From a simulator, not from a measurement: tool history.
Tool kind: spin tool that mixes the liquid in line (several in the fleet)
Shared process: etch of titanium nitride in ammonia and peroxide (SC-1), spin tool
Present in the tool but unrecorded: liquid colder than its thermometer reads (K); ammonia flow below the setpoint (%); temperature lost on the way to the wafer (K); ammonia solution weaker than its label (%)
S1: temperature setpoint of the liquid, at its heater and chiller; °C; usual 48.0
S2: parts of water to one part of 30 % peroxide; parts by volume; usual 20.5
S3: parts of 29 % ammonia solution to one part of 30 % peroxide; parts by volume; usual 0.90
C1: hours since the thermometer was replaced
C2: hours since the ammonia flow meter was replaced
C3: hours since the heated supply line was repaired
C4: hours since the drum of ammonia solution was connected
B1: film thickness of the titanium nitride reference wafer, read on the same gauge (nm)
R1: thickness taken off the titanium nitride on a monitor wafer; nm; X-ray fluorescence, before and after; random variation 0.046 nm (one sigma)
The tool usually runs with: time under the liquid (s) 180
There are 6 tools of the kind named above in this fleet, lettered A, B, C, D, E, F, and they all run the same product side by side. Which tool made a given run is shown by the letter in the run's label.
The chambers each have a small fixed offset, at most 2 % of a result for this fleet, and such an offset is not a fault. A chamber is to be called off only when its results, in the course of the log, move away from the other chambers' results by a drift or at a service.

Run 1A, day 0.312: usual settings; C1 1537.7; C2 447.7; C3 218.0; C4 253.7; B1 50.032. Result: R1 4.9884 nm.
Run 2F, day 0.621: usual settings; C1 135.6; C2 105.4; C3 3027.0; C4 386.9; B1 49.995. Result: R1 5.1458 nm.
Run 3D, day 0.871: usual settings; C1 819.7; C2 737.2; C3 285.0; C4 476.0; B1 50.015. Result: R1 5.1651 nm.
Run 4B, day 1.146: usual settings; C1 810.5; C2 897.5; C3 285.0; C4 232.0; B1 50.014. Result: R1 5.0776 nm.
Run 5E, day 1.500: usual settings; C1 299.0; C2 543.4; C3 1435.8; C4 211.5; B1 50.008. Result: R1 5.0384 nm.
Run 6C, day 1.767: usual settings; C1 567.4; C2 82.8; C3 388.6; C4 418.2; B1 50.016. Result: R1 5.0421 nm.
Run 7B, day 2.112: usual settings; C1 833.7; C2 920.7; C3 308.2; C4 255.2; B1 50.006. Result: R1 5.0423 nm.
Run 8F, day 2.308: usual settings but S1 43.5 °C, S3 0.55 parts by volume; C1 176.1; C2 145.9; C3 3067.5; C4 427.4; B1 49.962. Result: R1 3.3718 nm.
Run 9E, day 2.588: usual settings but S1 43.5 °C, S3 0.55 parts by volume; C1 325.1; C2 569.5; C3 1461.9; C4 237.6; B1 49.984. Result: R1 3.3062 nm.
Run 10D, day 2.904: usual settings but S1 43.5 °C, S3 0.55 parts by volume; C1 868.5; C2 786.0; C3 333.8; C4 524.8; B1 50.003. Result: R1 3.4312 nm.
At day 3.096: chamber E: new drum of ammonia solution connected.
Run 11A, day 3.158: usual settings but S1 43.5 °C, S3 0.55 parts by volume; C1 1606.0; C2 516.0; C3 286.3; C4 322.0; B1 50.030. Result: R1 3.3837 nm.
Run 12C, day 3.471: usual settings but S1 43.5 °C, S3 0.55 parts by volume; C1 608.3; C2 123.7; C3 429.5; C4 459.1; B1 49.994. Result: R1 3.3756 nm.
Run 13A, day 3.733: usual settings but S1 43.5 °C, S3 0.55 parts by volume; C1 1619.8; C2 529.8; C3 300.1; C4 335.8; B1 50.002. Result: R1 3.3642 nm.
Run 14F, day 3.938: usual settings; C1 215.2; C2 185.0; C3 3106.6; C4 466.5; B1 49.999. Result: R1 5.0459 nm.
Run 15D, day 4.212: usual settings; C1 899.9; C2 817.4; C3 365.2; C4 556.2; B1 49.979. Result: R1 5.0974 nm.
Run 16C, day 4.412: usual settings; C1 630.9; C2 146.3; C3 452.1; C4 481.7; B1 49.973. Result: R1 5.0631 nm.
Run 17B, day 4.779: usual settings; C1 897.7; C2 984.7; C3 372.2; C4 319.2; B1 49.979. Result: R1 5.0509 nm.
At day 4.900: chamber E: heated supply line repaired.
At day 4.908: chamber A: new drum of ammonia solution connected.
Run 18E, day 5.104: usual settings; C1 385.5; C2 629.9; C3 5.0; C4 48.2; B1 49.982. Result: R1 5.0762 nm.
Run 19A, day 5.371: usual settings; C1 1659.1; C2 569.1; C3 339.4; C4 11.1; B1 49.990. Result: R1 5.1038 nm.
Run 20C, day 5.750: usual settings; C1 663.0; C2 178.4; C3 484.2; C4 513.8; B1 49.977. Result: R1 5.1772 nm.
Run 21B, day 6.067: usual settings; C1 928.6; C2 1015.6; C3 403.1; C4 350.1; B1 49.991. Result: R1 5.0709 nm.
Run 22E, day 6.288: usual settings but S1 39.5 °C, S2 17.5 parts by volume; C1 413.9; C2 658.3; C3 33.4; C4 76.6; B1 50.016. Result: R1 2.9140 nm.
Run 23D, day 6.542: usual settings but S1 39.5 °C, S2 17.5 parts by volume; C1 955.8; C2 873.3; C3 421.1; C4 612.1; B1 49.999. Result: R1 2.9576 nm.
Run 24F, day 6.875: usual settings but S1 39.5 °C, S2 17.5 parts by volume; C1 285.7; C2 255.5; C3 3177.1; C4 537.0; B1 50.009. Result: R1 2.9841 nm.
Run 25B, day 7.079: usual settings but S1 39.5 °C, S2 17.5 parts by volume; C1 952.9; C2 1039.9; C3 427.4; C4 374.4; B1 49.995. Result: R1 2.9888 nm.
Run 26C, day 7.262: usual settings but S1 39.5 °C, S2 17.5 parts by volume; C1 699.3; C2 214.7; C3 520.5; C4 550.1; B1 49.985. Result: R1 3.0627 nm.
Run 27F, day 7.592: usual settings but S1 39.5 °C, S2 17.5 parts by volume; C1 302.9; C2 272.7; C3 3194.3; C4 554.2; B1 49.969. Result: R1 2.9549 nm.
Run 28A, day 7.967: usual settings; C1 1721.4; C2 631.4; C3 401.7; C4 73.4; B1 49.998. Result: R1 5.1318 nm.
Run 29D, day 8.179: usual settings; C1 995.1; C2 912.6; C3 460.4; C4 651.4; B1 50.025. Result: R1 4.9104 nm.
Run 30E, day 8.367: usual settings; C1 463.8; C2 708.2; C3 83.3; C4 126.5; B1 49.996. Result: R1 5.0270 nm.
Run 31D, day 8.588: usual settings but S1 41.0 °C, time under the liquid (s) 85; C1 1004.9; C2 922.4; C3 470.2; C4 661.2; B1 49.991. Result: R1 1.3876 nm.
Run 32F, day 8.867: usual settings but S1 41.0 °C, time under the liquid (s) 85; C1 333.5; C2 303.3; C3 3224.9; C4 584.8; B1 50.036. Result: R1 1.4419 nm.
Run 33B, day 9.067: usual settings but S1 41.0 °C, time under the liquid (s) 85; C1 1000.6; C2 1087.6; C3 475.1; C4 422.1; B1 49.993. Result: R1 1.4341 nm.
Run 34C, day 9.267: usual settings but S1 41.0 °C, time under the liquid (s) 85; C1 747.4; C2 262.8; C3 568.6; C4 598.2; B1 49.991. Result: R1 1.4541 nm.
Run 35E, day 9.496: usual settings but S1 41.0 °C, time under the liquid (s) 85; C1 490.9; C2 735.3; C3 110.4; C4 153.6; B1 50.013. Result: R1 1.4148 nm.
Run 36A, day 9.758: usual settings but S1 41.0 °C, time under the liquid (s) 85; C1 1764.4; C2 674.4; C3 444.7; C4 116.4; B1 49.973. Result: R1 1.4664 nm.
Run 37D, day 10.121: usual settings; C1 1041.7; C2 959.2; C3 507.0; C4 698.0; B1 49.993. Result: R1 4.8617 nm.
Run 38C, day 10.488: usual settings; C1 776.7; C2 292.1; C3 597.9; C4 627.5; B1 49.997. Result: R1 5.0638 nm.
Run 39E, day 10.746: usual settings; C1 520.9; C2 765.3; C3 140.4; C4 183.6; B1 49.995. Result: R1 5.0832 nm.
Run 40A, day 11.121: usual settings but S3 1.20 parts by volume; C1 1797.1; C2 707.1; C3 477.4; C4 149.1; B1 49.986. Result: R1 5.3265 nm.

One chamber off, gauge drift, or nothing amiss beyond the chambers' own small offsets? If it is a chamber, which one, and what is the likeliest cause?

It is chamber D that slowly wanders off from its peers.
Likeliest cause: liquid colder than its thermometer reads (K) = 1.17.
From this log alone, it may not be told apart from: temperature lost on the way to the wafer (K).

Which of the 4 candidates below, each the usual settings with something changed and its results left as question marks, puts chamber D back in line with what the other chambers give on the usual settings?
In line here means within this much of the mean the other chambers give on the usual settings: R1 0.1600 nm
Run 41D-1, day 11.392: usual settings but S1 47.0 °C, S2 21.0 parts by volume, time under the liquid (s) 175. Result: R1 ?.
Run 41D-2, day 11.392: usual settings but time under the liquid (s) 205. Result: R1 ?.
Run 41D-3, day 11.392: usual settings but S1 47.0 °C. Result: R1 ?.
Run 41D-4, day 11.392: usual settings but S2 20.0 parts by volume, time under the liquid (s) 190. Result: R1 ?.

Average result of the remaining chambers running the usual settings: R1 5.0664 nm
  run      R1
41D-1  4.2582
41D-2  5.4292
41D-3  4.4390
41D-4  5.1014
41D-4 brings the chamber back in line.
